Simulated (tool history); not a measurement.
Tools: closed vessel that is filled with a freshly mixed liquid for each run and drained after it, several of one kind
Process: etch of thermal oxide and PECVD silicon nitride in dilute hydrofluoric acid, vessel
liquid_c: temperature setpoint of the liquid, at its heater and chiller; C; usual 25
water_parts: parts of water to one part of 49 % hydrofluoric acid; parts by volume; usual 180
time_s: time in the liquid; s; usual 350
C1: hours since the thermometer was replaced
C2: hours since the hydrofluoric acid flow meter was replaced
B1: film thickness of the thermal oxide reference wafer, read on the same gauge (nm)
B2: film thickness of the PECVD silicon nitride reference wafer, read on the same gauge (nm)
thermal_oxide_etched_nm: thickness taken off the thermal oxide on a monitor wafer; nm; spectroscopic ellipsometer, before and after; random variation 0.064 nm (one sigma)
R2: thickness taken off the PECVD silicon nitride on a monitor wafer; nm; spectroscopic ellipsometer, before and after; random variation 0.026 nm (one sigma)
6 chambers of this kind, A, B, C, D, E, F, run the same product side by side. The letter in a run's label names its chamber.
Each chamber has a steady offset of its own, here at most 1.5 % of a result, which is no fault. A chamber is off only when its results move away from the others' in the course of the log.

{"run": "1A", "day": 0.375, "liquid_c": 25, "water_parts": 180, "time_s": 350, "C1": 96.2, "C2": 86.5, "B1": 100.01, "B2": 59.973, "thermal_oxide_etched_nm": 8.2844, "R2": 4.536}
{"run": "2C", "day": 0.629, "liquid_c": 25, "water_parts": 180, "time_s": 350, "C1": 1305.3, "C2": 744.9, "B1": 100.01, "B2": 60.002, "thermal_oxide_etched_nm": 8.2937, "R2": 4.5308}
{"run": "3E", "day": 0.95, "liquid_c": 25, "water_parts": 180, "time_s": 350, "C1": 264.9, "C2": 498.2, "B1": 100.01, "B2": 59.961, "thermal_oxide_etched_nm": 8.4739, "R2": 4.4667}
{"run": "4D", "day": 1.258, "liquid_c": 25, "water_parts": 180, "time_s": 350, "C1": 461.4, "C2": 54.1, "B1": 100, "B2": 60.007, "thermal_oxide_etched_nm": 8.3897, "R2": 4.6225}
{"run": "5F", "day": 1.662, "liquid_c": 25, "water_parts": 180, "time_s": 350, "C1": 472.5, "C2": 900.4, "B1": 100.01, "B2": 59.988, "thermal_oxide_etched_nm": 8.2989, "R2": 4.5286}
{"run": "6B", "day": 2.133, "liquid_c": 25, "water_parts": 180, "time_s": 350, "C1": 614.7, "C2": 1423.3, "B1": 100.01, "B2": 59.994, "thermal_oxide_etched_nm": 8.3853, "R2": 4.5344}
{"run": "7B", "day": 2.65, "liquid_c": 25, "water_parts": 180, "time_s": 350, "C1": 627.1, "C2": 1435.7, "B1": 99.983, "B2": 59.959, "thermal_oxide_etched_nm": 8.2878, "R2": 4.5824}
{"run": "8D", "day": 3.038, "liquid_c": 22.5, "water_parts": 180, "time_s": 240, "C1": 504.1, "C2": 96.8, "B1": 100.01, "B2": 59.98, "thermal_oxide_etched_nm": 5.249, "R2": 2.6744}
{"run": "9F", "day": 3.312, "liquid_c": 22.5, "water_parts": 180, "time_s": 240, "C1": 512.1, "C2": 940, "B1": 100.01, "B2": 59.983, "thermal_oxide_etched_nm": 5.1753, "R2": 2.6633}
{"run": "10C", "day": 3.646, "liquid_c": 22.5, "water_parts": 180, "time_s": 240, "C1": 1377.7, "C2": 817.3, "B1": 99.976, "B2": 60.017, "thermal_oxide_etched_nm": 5.2576, "R2": 2.6316}
{"run": "11A", "day": 4.138, "liquid_c": 22.5, "water_parts": 180, "time_s": 240, "C1": 186.5, "C2": 176.8, "B1": 100.01, "B2": 59.972, "thermal_oxide_etched_nm": 5.0926, "R2": 2.6288}
{"run": "12E", "day": 4.525, "liquid_c": 22.5, "water_parts": 180, "time_s": 240, "C1": 350.7, "C2": 584, "B1": 99.984, "B2": 59.965, "thermal_oxide_etched_nm": 5.3138, "R2": 2.6557}
{"run": "13A", "day": 4.888, "liquid_c": 22.5, "water_parts": 180, "time_s": 240, "C1": 204.5, "C2": 194.8, "B1": 99.99, "B2": 59.945, "thermal_oxide_etched_nm": 5.106, "R2": 2.6349}
{"run": "14F", "day": 5.346, "liquid_c": 29, "water_parts": 180, "time_s": 210, "C1": 560.9, "C2": 988.8, "B1": 99.992, "B2": 60.032, "thermal_oxide_etched_nm": 5.7404, "R2": 3.5139}
{"run": "15C", "day": 5.608, "liquid_c": 29, "water_parts": 180, "time_s": 210, "C1": 1424.8, "C2": 864.4, "B1": 100.01, "B2": 60.046, "thermal_oxide_etched_nm": 5.7568, "R2": 3.4757}
{"run": "16D", "day": 5.992, "liquid_c": 29, "water_parts": 180, "time_s": 210, "C1": 575, "C2": 167.7, "B1": 99.998, "B2": 59.962, "thermal_oxide_etched_nm": 5.8018, "R2": 3.5143}
{"run": "17B", "day": 6.512, "liquid_c": 29, "water_parts": 180, "time_s": 210, "C1": 719.8, "C2": 1528.4, "B1": 99.954, "B2": 60.015, "thermal_oxide_etched_nm": 5.7948, "R2": 3.5478}
{"run": "18E", "day": 6.854, "liquid_c": 29, "water_parts": 180, "time_s": 210, "C1": 406.6, "C2": 639.9, "B1": 100, "B2": 60.035, "thermal_oxide_etched_nm": 5.8364, "R2": 3.4575}
{"run": "19A", "day": 7.242, "liquid_c": 29, "water_parts": 180, "time_s": 210, "C1": 261, "C2": 251.3, "B1": 100, "B2": 60.003, "thermal_oxide_etched_nm": 5.761, "R2": 3.4943}
{"day": 7.3, "done": "chamber B: thermometer replaced"}
{"run": "20F", "day": 7.692, "liquid_c": 25, "water_parts": 180, "time_s": 350, "C1": 617.2, "C2": 1045.1, "B1": 100.01, "B2": 60.017, "thermal_oxide_etched_nm": 8.2693, "R2": 4.5747}
{"run": "21C", "day": 8.054, "liquid_c": 25, "water_parts": 180, "time_s": 350, "C1": 1483.5, "C2": 923.1, "B1": 100.02, "B2": 59.992, "thermal_oxide_etched_nm": 8.3868, "R2": 4.5411}
{"run": "22B", "day": 8.412, "liquid_c": 25, "water_parts": 180, "time_s": 350, "C1": 26.8, "C2": 1574, "B1": 99.996, "B2": 60.001, "thermal_oxide_etched_nm": 8.3281, "R2": 4.567}
{"run": "23D", "day": 8.725, "liquid_c": 25, "water_parts": 180, "time_s": 350, "C1": 640.6, "C2": 233.3, "B1": 100.01, "B2": 60.043, "thermal_oxide_etched_nm": 8.4281, "R2": 4.5697}
{"run": "24E", "day": 9.175, "liquid_c": 25, "water_parts": 180, "time_s": 350, "C1": 462.3, "C2": 695.6, "B1": 100.02, "B2": 59.955, "thermal_oxide_etched_nm": 8.4692, "R2": 4.4852}
{"run": "25D", "day": 9.571, "liquid_c": 25, "water_parts": 180, "time_s": 350, "C1": 660.9, "C2": 253.6, "B1": 100.02, "B2": 59.982, "thermal_oxide_etched_nm": 8.3884, "R2": 4.6182}
{"run": "26B", "day": 10.054, "liquid_c": 25, "water_parts": 180, "time_s": 350, "C1": 66.2, "C2": 1613.4, "B1": 100.02, "B2": 60.033, "thermal_oxide_etched_nm": 8.3429, "R2": 4.5734}
{"run": "27E", "day": 10.638, "liquid_c": 25, "water_parts": 235, "time_s": 470, "C1": 497.4, "C2": 730.7, "B1": 100.02, "B2": 59.958, "thermal_oxide_etched_nm": 8.1665, "R2": 4.6328}
{"run": "28C", "day": 11.196, "liquid_c": 25, "water_parts": 235, "time_s": 470, "C1": 1558.9, "C2": 998.5, "B1": 99.972, "B2": 60.028, "thermal_oxide_etched_nm": 7.9829, "R2": 4.6465}
{"run": "29F", "day": 11.754, "liquid_c": 25, "water_parts": 235, "time_s": 470, "C1": 714.7, "C2": 1142.6, "B1": 99.994, "B2": 60.011, "thermal_oxide_etched_nm": 8.0959, "R2": 4.7277}
{"run": "30A", "day": 12.2, "liquid_c": 25, "water_parts": 235, "time_s": 470, "C1": 380, "C2": 370.3, "B1": 99.992, "B2": 60, "thermal_oxide_etched_nm": 8.02, "R2": 4.7121}
{"run": "31C", "day": 12.508, "liquid_c": 25, "water_parts": 235, "time_s": 470, "C1": 1590.4, "C2": 1030, "B1": 100, "B2": 59.99, "thermal_oxide_etched_nm": 8.0451, "R2": 4.6883}
{"run": "32B", "day": 13.083, "liquid_c": 25, "water_parts": 235, "time_s": 470, "C1": 138.9, "C2": 1686.1, "B1": 99.959, "B2": 60.009, "thermal_oxide_etched_nm": 8.1025, "R2": 4.7028}
{"run": "33D", "day": 13.417, "liquid_c": 25, "water_parts": 180, "time_s": 350, "C1": 753.2, "C2": 345.9, "B1": 100, "B2": 60.006, "thermal_oxide_etched_nm": 8.3723, "R2": 4.563}
{"run": "34A", "day": 14.008, "liquid_c": 25, "water_parts": 230, "time_s": 495, "C1": 423.4, "C2": 413.7, "B1": 100, "B2": 60.026, "thermal_oxide_etched_nm": 8.5754, "R2": 5.047}
{"run": "35E", "day": 14.483, "liquid_c": 25, "water_parts": 230, "time_s": 495, "C1": 589.7, "C2": 823, "B1": 100.02, "B2": 59.973, "thermal_oxide_etched_nm": 8.8344, "R2": 5.0181}
{"run": "36F", "day": 15.067, "liquid_c": 25, "water_parts": 230, "time_s": 495, "C1": 794.2, "C2": 1222.1, "B1": 100.01, "B2": 59.951, "thermal_oxide_etched_nm": 8.7139, "R2": 5.0455}
{"run": "37C", "day": 15.504, "liquid_c": 25, "water_parts": 230, "time_s": 495, "C1": 1662.3, "C2": 1101.9, "B1": 99.978, "B2": 59.989, "thermal_oxide_etched_nm": 8.7773, "R2": 5.0536}
{"run": "38F", "day": 15.879, "liquid_c": 25, "water_parts": 230, "time_s": 495, "C1": 813.7, "C2": 1241.6, "B1": 99.976, "B2": 60.012, "thermal_oxide_etched_nm": 8.817, "R2": 5.0006}
{"run": "39E", "day": 16.154, "liquid_c": 25, "water_parts": 230, "time_s": 495, "C1": 629.8, "C2": 863.1, "B1": 100.02, "B2": 60.002, "thermal_oxide_etched_nm": 8.8085, "R2": 5.0283}
{"run": "40A", "day": 16.571, "liquid_c": 25, "water_parts": 180, "time_s": 350, "C1": 484.9, "C2": 475.2, "B1": 99.994, "B2": 60.012, "thermal_oxide_etched_nm": 8.1668, "R2": 4.5111}

All 6 chambers run these settings next. Forecast each chamber's results:
{"run": "41A", "day": 16.992, "liquid_c": 27.5, "water_parts": 180, "time_s": 350, "thermal_oxide_etched_nm": "?", "R2": "?"}
{"run": "41B", "day": 16.992, "liquid_c": 27.5, "water_parts": 180, "time_s": 350, "thermal_oxide_etched_nm": "?", "R2": "?"}
{"run": "41C", "day": 16.992, "liquid_c": 27.5, "water_parts": 180, "time_s": 350, "thermal_oxide_etched_nm": "?", "R2": "?"}
{"run": "41D", "day": 16.992, "liquid_c": 27.5, "water_parts": 180, "time_s": 350, "thermal_oxide_etched_nm": "?", "R2": "?"}
{"run": "41E", "day": 16.992, "liquid_c": 27.5, "water_parts": 180, "time_s": 350, "thermal_oxide_etched_nm": "?", "R2": "?"}
{"run": "41F", "day": 16.992, "liquid_c": 27.5, "water_parts": 180, "time_s": 350, "thermal_oxide_etched_nm": "?", "R2": "?"}

run=41A thermal_oxide_etched_nm=8.9458 R2=5.2994
run=41B thermal_oxide_etched_nm=9.2177 R2=5.3216
run=41C thermal_oxide_etched_nm=9.1516 R2=5.275
run=41D thermal_oxide_etched_nm=9.3797 R2=5.3841
run=41E thermal_oxide_etched_nm=9.3625 R2=5.2858
run=41F thermal_oxide_etched_nm=9.0595 R2=5.3573
